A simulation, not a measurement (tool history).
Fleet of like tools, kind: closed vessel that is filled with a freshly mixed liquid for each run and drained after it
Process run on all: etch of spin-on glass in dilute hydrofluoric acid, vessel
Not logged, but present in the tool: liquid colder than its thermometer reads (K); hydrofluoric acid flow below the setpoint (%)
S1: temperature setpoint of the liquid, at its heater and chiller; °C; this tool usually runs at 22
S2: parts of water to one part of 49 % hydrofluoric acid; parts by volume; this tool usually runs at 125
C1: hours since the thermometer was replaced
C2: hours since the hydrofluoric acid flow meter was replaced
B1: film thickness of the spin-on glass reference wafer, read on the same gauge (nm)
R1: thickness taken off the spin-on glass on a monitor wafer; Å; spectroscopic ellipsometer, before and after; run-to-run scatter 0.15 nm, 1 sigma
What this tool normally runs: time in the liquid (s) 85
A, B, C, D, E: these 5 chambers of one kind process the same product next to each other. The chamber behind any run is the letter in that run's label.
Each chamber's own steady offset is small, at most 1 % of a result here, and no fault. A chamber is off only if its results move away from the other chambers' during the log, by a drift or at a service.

{"run": "1A", "hour": 6.8, "S1": 22, "S2": 125, "time in the liquid (s)": 85, "C1": 252.8, "C2": 1183.7, "B1": 50.018, "R1": 156.31}
{"run": "2C", "hour": 17.6, "S1": 22, "S2": 125, "time in the liquid (s)": 85, "C1": 166.9, "C2": 604.3, "B1": 49.972, "R1": 158.17}
{"run": "3D", "hour": 30.7, "S1": 22, "S2": 125, "time in the liquid (s)": 85, "C1": 1443.1, "C2": 464.7, "B1": 50.006, "R1": 156.96}
{"hour": 37.8, "done": "chamber B: hydrofluoric acid flow meter replaced"}
{"run": "4E", "hour": 40.7, "S1": 22, "S2": 125, "time in the liquid (s)": 85, "C1": 102.4, "C2": 730.8, "B1": 50.002, "R1": 161.18}
{"run": "5B", "hour": 48.9, "S1": 22, "S2": 125, "time in the liquid (s)": 85, "C1": 930.7, "C2": 11.2, "B1": 49.983, "R1": 159.19}
{"run": "6B", "hour": 64.1, "S1": 22, "S2": 125, "time in the liquid (s)": 85, "C1": 945.9, "C2": 26.4, "B1": 50.017, "R1": 156.5}
{"hour": 74.1, "done": "chamber C: hydrofluoric acid flow meter replaced"}
{"run": "7E", "hour": 76.9, "S1": 22, "S2": 125, "time in the liquid (s)": 85, "C1": 138.6, "C2": 767, "B1": 50.031, "R1": 160.43}
{"run": "8C", "hour": 92.2, "S1": 22, "S2": 125, "time in the liquid (s)": 85, "C1": 241.5, "C2": 18.1, "B1": 50.011, "R1": 158.41}
{"run": "9D", "hour": 103.8, "S1": 22, "S2": 125, "time in the liquid (s)": 85, "C1": 1516.2, "C2": 537.8, "B1": 49.996, "R1": 156.8}
{"run": "10A", "hour": 112.8, "S1": 22, "S2": 125, "time in the liquid (s)": 85, "C1": 358.8, "C2": 1289.7, "B1": 50.016, "R1": 157.15}
{"run": "11C", "hour": 123.5, "S1": 22, "S2": 150, "time in the liquid (s)": 135, "C1": 272.8, "C2": 49.4, "B1": 50.009, "R1": 206.49}
{"run": "12D", "hour": 130.9, "S1": 22, "S2": 150, "time in the liquid (s)": 135, "C1": 1543.3, "C2": 564.9, "B1": 50.005, "R1": 197.15}
{"run": "13A", "hour": 142.1, "S1": 22, "S2": 150, "time in the liquid (s)": 135, "C1": 388.1, "C2": 1319, "B1": 49.973, "R1": 205.16}
{"run": "14E", "hour": 151.5, "S1": 22, "S2": 150, "time in the liquid (s)": 135, "C1": 213.2, "C2": 841.6, "B1": 50.01, "R1": 202.7}
{"run": "15B", "hour": 159.8, "S1": 22, "S2": 150, "time in the liquid (s)": 135, "C1": 1041.6, "C2": 122.1, "B1": 50.003, "R1": 205.55}
{"run": "16A", "hour": 173.0, "S1": 22, "S2": 125, "time in the liquid (s)": 85, "C1": 419, "C2": 1349.9, "B1": 50.002, "R1": 156.81}
{"run": "17D", "hour": 186.9, "S1": 22, "S2": 125, "time in the liquid (s)": 85, "C1": 1599.3, "C2": 620.9, "B1": 49.972, "R1": 153.9}
{"run": "18E", "hour": 199.7, "S1": 22, "S2": 125, "time in the liquid (s)": 85, "C1": 261.4, "C2": 889.8, "B1": 49.992, "R1": 159.87}
{"run": "19C", "hour": 207.1, "S1": 22, "S2": 125, "time in the liquid (s)": 85, "C1": 356.4, "C2": 133, "B1": 49.999, "R1": 157.64}
{"hour": 210.4, "done": "chamber D: hydrofluoric acid flow meter replaced"}
{"run": "20B", "hour": 214.3, "S1": 22, "S2": 125, "time in the liquid (s)": 85, "C1": 1096.1, "C2": 176.6, "B1": 49.985, "R1": 158.31}
{"run": "21B", "hour": 221.3, "S1": 22, "S2": 125, "time in the liquid (s)": 60, "C1": 1103.1, "C2": 183.6, "B1": 49.969, "R1": 112.64}
{"run": "22C", "hour": 234.1, "S1": 22, "S2": 125, "time in the liquid (s)": 60, "C1": 383.4, "C2": 160, "B1": 49.995, "R1": 113.18}
{"run": "23A", "hour": 244.4, "S1": 22, "S2": 125, "time in the liquid (s)": 60, "C1": 490.4, "C2": 1421.3, "B1": 50.008, "R1": 112.11}
{"run": "24D", "hour": 253.5, "S1": 22, "S2": 125, "time in the liquid (s)": 60, "C1": 1665.9, "C2": 43.1, "B1": 49.971, "R1": 105.89}
{"run": "25E", "hour": 260.3, "S1": 22, "S2": 125, "time in the liquid (s)": 60, "C1": 322, "C2": 950.4, "B1": 49.997, "R1": 112.9}
{"run": "26D", "hour": 268.2, "S1": 22, "S2": 125, "time in the liquid (s)": 85, "C1": 1680.6, "C2": 57.8, "B1": 50.006, "R1": 153.52}
{"run": "27E", "hour": 283.0, "S1": 22, "S2": 125, "time in the liquid (s)": 85, "C1": 344.7, "C2": 973.1, "B1": 50.017, "R1": 159.63}
{"run": "28B", "hour": 296.4, "S1": 22, "S2": 125, "time in the liquid (s)": 85, "C1": 1178.2, "C2": 258.7, "B1": 50.017, "R1": 158.72}
{"run": "29A", "hour": 304.3, "S1": 22, "S2": 125, "time in the liquid (s)": 85, "C1": 550.3, "C2": 1481.2, "B1": 49.987, "R1": 159.43}
{"run": "30C", "hour": 312.8, "S1": 22, "S2": 125, "time in the liquid (s)": 85, "C1": 462.1, "C2": 238.7, "B1": 49.997, "R1": 158.52}
{"run": "31C", "hour": 327.5, "S1": 22, "S2": 125, "time in the liquid (s)": 85, "C1": 476.8, "C2": 253.4, "B1": 49.994, "R1": 160.6}
{"run": "32E", "hour": 341.0, "S1": 22, "S2": 125, "time in the liquid (s)": 85, "C1": 402.7, "C2": 1031.1, "B1": 49.987, "R1": 159.25}
{"run": "33A", "hour": 349.6, "S1": 22, "S2": 125, "time in the liquid (s)": 85, "C1": 595.6, "C2": 1526.5, "B1": 49.956, "R1": 159.86}
{"run": "34D", "hour": 359.4, "S1": 22, "S2": 125, "time in the liquid (s)": 85, "C1": 1771.8, "C2": 149, "B1": 49.984, "R1": 147.86}
{"run": "35B", "hour": 369.2, "S1": 22, "S2": 125, "time in the liquid (s)": 85, "C1": 1251, "C2": 331.5, "B1": 49.982, "R1": 159.61}
{"run": "36B", "hour": 378.9, "S1": 22, "S2": 125, "time in the liquid (s)": 85, "C1": 1260.7, "C2": 341.2, "B1": 49.973, "R1": 160.25}
{"run": "37D", "hour": 385.6, "S1": 22, "S2": 125, "time in the liquid (s)": 85, "C1": 1798, "C2": 175.2, "B1": 49.993, "R1": 146.69}
{"run": "38C", "hour": 400.7, "S1": 22, "S2": 125, "time in the liquid (s)": 85, "C1": 550, "C2": 326.6, "B1": 50.006, "R1": 159.02}
{"run": "39A", "hour": 408.3, "S1": 22, "S2": 90, "time in the liquid (s)": 85, "C1": 654.3, "C2": 1585.2, "B1": 50.02, "R1": 234.12}

Does one chamber stand apart from the rest, does the shared gauge drift, or is all well apart from small per-chamber offsets? Give the chamber and the most likely cause, where there is one.

Chamber D drifts away from the others.
Cause: liquid colder than its thermometer reads (K) = 1.71.

Chamber D could run next with any of the 4 candidate recipes listed below; each alters the usual settings, and their results appear as question marks. Which one brings its results back in line with what the other chambers deliver on the usual settings?
In-line tolerance around the mean of the other chambers on the usual settings: R1 5.2 Å
{"run": "40D-1", "hour": 419.3, "S1": 22, "S2": 135, "time in the liquid (s)": 80, "R1": "?"}
{"run": "40D-2", "hour": 419.3, "S1": 20, "S2": 125, "time in the liquid (s)": 85, "R1": "?"}
{"run": "40D-3", "hour": 419.3, "S1": 24, "S2": 125, "time in the liquid (s)": 85, "R1": "?"}
{"run": "40D-4", "hour": 419.3, "S1": 22, "S2": 110, "time in the liquid (s)": 85, "R1": "?"}

Mean of the other chambers on the usual settings: R1 158.9 Å
run=40D-1 R1=126.99
run=40D-2 R1=136.11
run=40D-3 R1=159.53
run=40D-4 R1=170.67
It is 40D-3 that realigns the chamber with its peers.

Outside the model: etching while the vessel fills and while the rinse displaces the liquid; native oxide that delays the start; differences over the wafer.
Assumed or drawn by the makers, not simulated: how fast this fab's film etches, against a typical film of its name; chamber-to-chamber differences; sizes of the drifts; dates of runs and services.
